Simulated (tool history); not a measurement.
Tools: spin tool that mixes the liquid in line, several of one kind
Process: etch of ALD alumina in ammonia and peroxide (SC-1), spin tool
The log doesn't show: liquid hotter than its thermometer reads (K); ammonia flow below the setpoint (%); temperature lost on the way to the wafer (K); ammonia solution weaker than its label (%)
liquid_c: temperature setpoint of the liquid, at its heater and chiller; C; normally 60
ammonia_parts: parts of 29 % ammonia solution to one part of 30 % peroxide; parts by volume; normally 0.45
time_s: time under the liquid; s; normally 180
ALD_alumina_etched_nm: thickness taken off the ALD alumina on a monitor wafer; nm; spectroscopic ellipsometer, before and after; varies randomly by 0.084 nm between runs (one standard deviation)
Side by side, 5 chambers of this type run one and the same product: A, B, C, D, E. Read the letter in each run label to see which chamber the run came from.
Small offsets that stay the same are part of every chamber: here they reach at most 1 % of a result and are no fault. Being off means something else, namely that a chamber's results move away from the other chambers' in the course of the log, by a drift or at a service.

| run | hour | liquid_c | ammonia_parts | time_s | hours since the thermometer was replaced | hours since the ammonia flow meter was replaced | hours since the heated supply line was repaired | hours since the drum of ammonia solution was connected | read-back film thickness of the ALD alumina reference wafer, read on the same gauge (nm) | ALD_alumina_etched_nm |
|---|---|---|---|---|---|---|---|---|---|---|
|  | 3.2 | chamber B: new drum of ammonia solution connected |
| 1D | 3.4 | 60 | 0.45 | 180 | 595.7 | 1384.8 | 2546.8 | 315.1 | 119.99 | 13.062 |
| 2C | 6.8 | 60 | 0.45 | 180 | 838.6 | 569.5 | 486.2 | 786.4 | 119.93 | 13.048 |
| 3A | 10.5 | 60 | 0.45 | 180 | 388.6 | 1748.5 | 115.6 | 512.1 | 120.01 | 12.809 |
| 4E | 13.8 | 60 | 0.45 | 180 | 2524 | 125.6 | 687 | 903 | 119.98 | 13.048 |
| 5B | 18.7 | 60 | 0.45 | 180 | 655.4 | 1951.2 | 1193.3 | 15.5 | 120 | 12.957 |
|  | 19.2 | chamber B: ammonia flow meter replaced |
| 6D | 22.3 | 60 | 0.45 | 180 | 614.6 | 1403.7 | 2565.7 | 334 | 120.01 | 12.929 |
| 7B | 26.4 | 60 | 0.45 | 125 | 663.1 | 7.2 | 1201 | 23.2 | 120.04 | 9.0029 |
| 8C | 29.7 | 60 | 0.45 | 125 | 861.5 | 592.4 | 509.1 | 809.3 | 120.02 | 8.9837 |
| 9A | 34.1 | 60 | 0.45 | 125 | 412.2 | 1772.1 | 139.2 | 535.7 | 119.99 | 8.992 |
| 10E | 38.6 | 60 | 0.45 | 125 | 2548.8 | 150.4 | 711.8 | 927.8 | 120 | 9.0693 |
| 11B | 42.4 | 60 | 0.45 | 125 | 679.1 | 23.2 | 1217 | 39.2 | 119.97 | 9.072 |
| 12A | 47.4 | 60 | 0.25 | 290 | 425.5 | 1785.4 | 152.5 | 549 | 119.99 | 19.692 |
| 13D | 50.2 | 60 | 0.25 | 290 | 642.5 | 1431.6 | 2593.6 | 361.9 | 120 | 19.967 |
| 14E | 54.4 | 60 | 0.25 | 290 | 2564.6 | 166.2 | 727.6 | 943.6 | 119.92 | 19.606 |
| 15C | 57.2 | 60 | 0.25 | 290 | 889 | 619.9 | 536.6 | 836.8 | 120 | 19.835 |
| 16A | 62 | 60 | 0.25 | 290 | 440.1 | 1800 | 167.1 | 563.6 | 119.96 | 19.82 |
| 17C | 66.3 | 60 | 0.45 | 180 | 898.1 | 629 | 545.7 | 845.9 | 119.99 | 12.972 |
| 18B | 70.1 | 60 | 0.25 | 180 | 706.8 | 50.9 | 1244.7 | 66.9 | 120 | 12.098 |
| 19D | 72.7 | 60 | 0.25 | 180 | 665 | 1454.1 | 2616.1 | 384.4 | 119.98 | 12.31 |
| 20E | 76.5 | 60 | 0.25 | 180 | 2586.7 | 188.3 | 749.7 | 965.7 | 120.02 | 12.113 |
| 21B | 79.8 | 60 | 0.25 | 180 | 716.5 | 60.6 | 1254.4 | 76.6 | 120.02 | 12.183 |
| 22A | 84.7 | 60 | 0.25 | 180 | 462.8 | 1822.7 | 189.8 | 586.3 | 120.03 | 12.215 |
| 23D | 89.5 | 56 | 0.45 | 180 | 681.8 | 1470.9 | 2632.9 | 401.2 | 119.97 | 10.558 |
| 24E | 92.6 | 56 | 0.45 | 180 | 2602.8 | 204.4 | 765.8 | 981.8 | 120.02 | 10.294 |
| 25C | 97.2 | 56 | 0.45 | 180 | 929 | 659.9 | 576.6 | 876.8 | 120.04 | 10.592 |
| 26C | 101.7 | 56 | 0.45 | 180 | 933.5 | 664.4 | 581.1 | 881.3 | 119.99 | 10.734 |
| 27D | 105.3 | 56 | 0.45 | 180 | 697.6 | 1486.7 | 2648.7 | 417 | 119.99 | 10.578 |
| 28B | 110.1 | 60 | 0.45 | 180 | 746.8 | 90.9 | 1284.7 | 106.9 | 120.01 | 12.822 |
| 29A | 113.9 | 60 | 0.45 | 180 | 492 | 1851.9 | 219 | 615.5 | 119.96 | 13.045 |
| 30E | 116.4 | 60 | 0.45 | 180 | 2626.6 | 228.2 | 789.6 | 1005.6 | 120.03 | 12.418 |
| 31C | 121.5 | 60 | 0.45 | 180 | 953.3 | 684.2 | 600.9 | 901.1 | 120.03 | 12.914 |
|  | 122.6 | chamber E: new drum of ammonia solution connected |
| 32A | 124.2 | 60 | 0.45 | 180 | 502.3 | 1862.2 | 229.3 | 625.8 | 119.98 | 13.083 |
| 33D | 126.8 | 60 | 0.45 | 180 | 719.1 | 1508.2 | 2670.2 | 438.5 | 120.03 | 13.095 |
| 34E | 130.1 | 60 | 0.45 | 180 | 2640.3 | 241.9 | 803.3 | 7.6 | 120.01 | 12.676 |
| 35B | 134.2 | 60 | 0.45 | 180 | 770.9 | 115 | 1308.8 | 131 | 119.97 | 13.019 |
| 36C | 139.1 | 60 | 0.45 | 180 | 970.9 | 701.8 | 618.5 | 918.7 | 119.99 | 12.991 |
| 37D | 142.8 | 60 | 0.45 | 180 | 735.1 | 1524.2 | 2686.2 | 454.5 | 119.98 | 12.997 |
| 38E | 145.4 | 60 | 0.45 | 140 | 2655.6 | 257.2 | 818.6 | 22.9 | 119.96 | 9.6809 |

For the next run the whole fleet of 5 chambers uses the same settings. Give each chamber's results:
| 39A | 149.4 | 60 | 0.45 | 180 |  |  |  |  |  | ? |
| 39B | 149.4 | 60 | 0.45 | 180 |  |  |  |  |  | ? |
| 39C | 149.4 | 60 | 0.45 | 180 |  |  |  |  |  | ? |
| 39D | 149.4 | 60 | 0.45 | 180 |  |  |  |  |  | ? |
| 39E | 149.4 | 60 | 0.45 | 180 |  |  |  |  |  | ? |

| run | ALD_alumina_etched_nm |
|---|---|
| 39A | 12.956 |
| 39B | 12.918 |
| 39C | 13.097 |
| 39D | 13.19 |
| 39E | 12.373 |
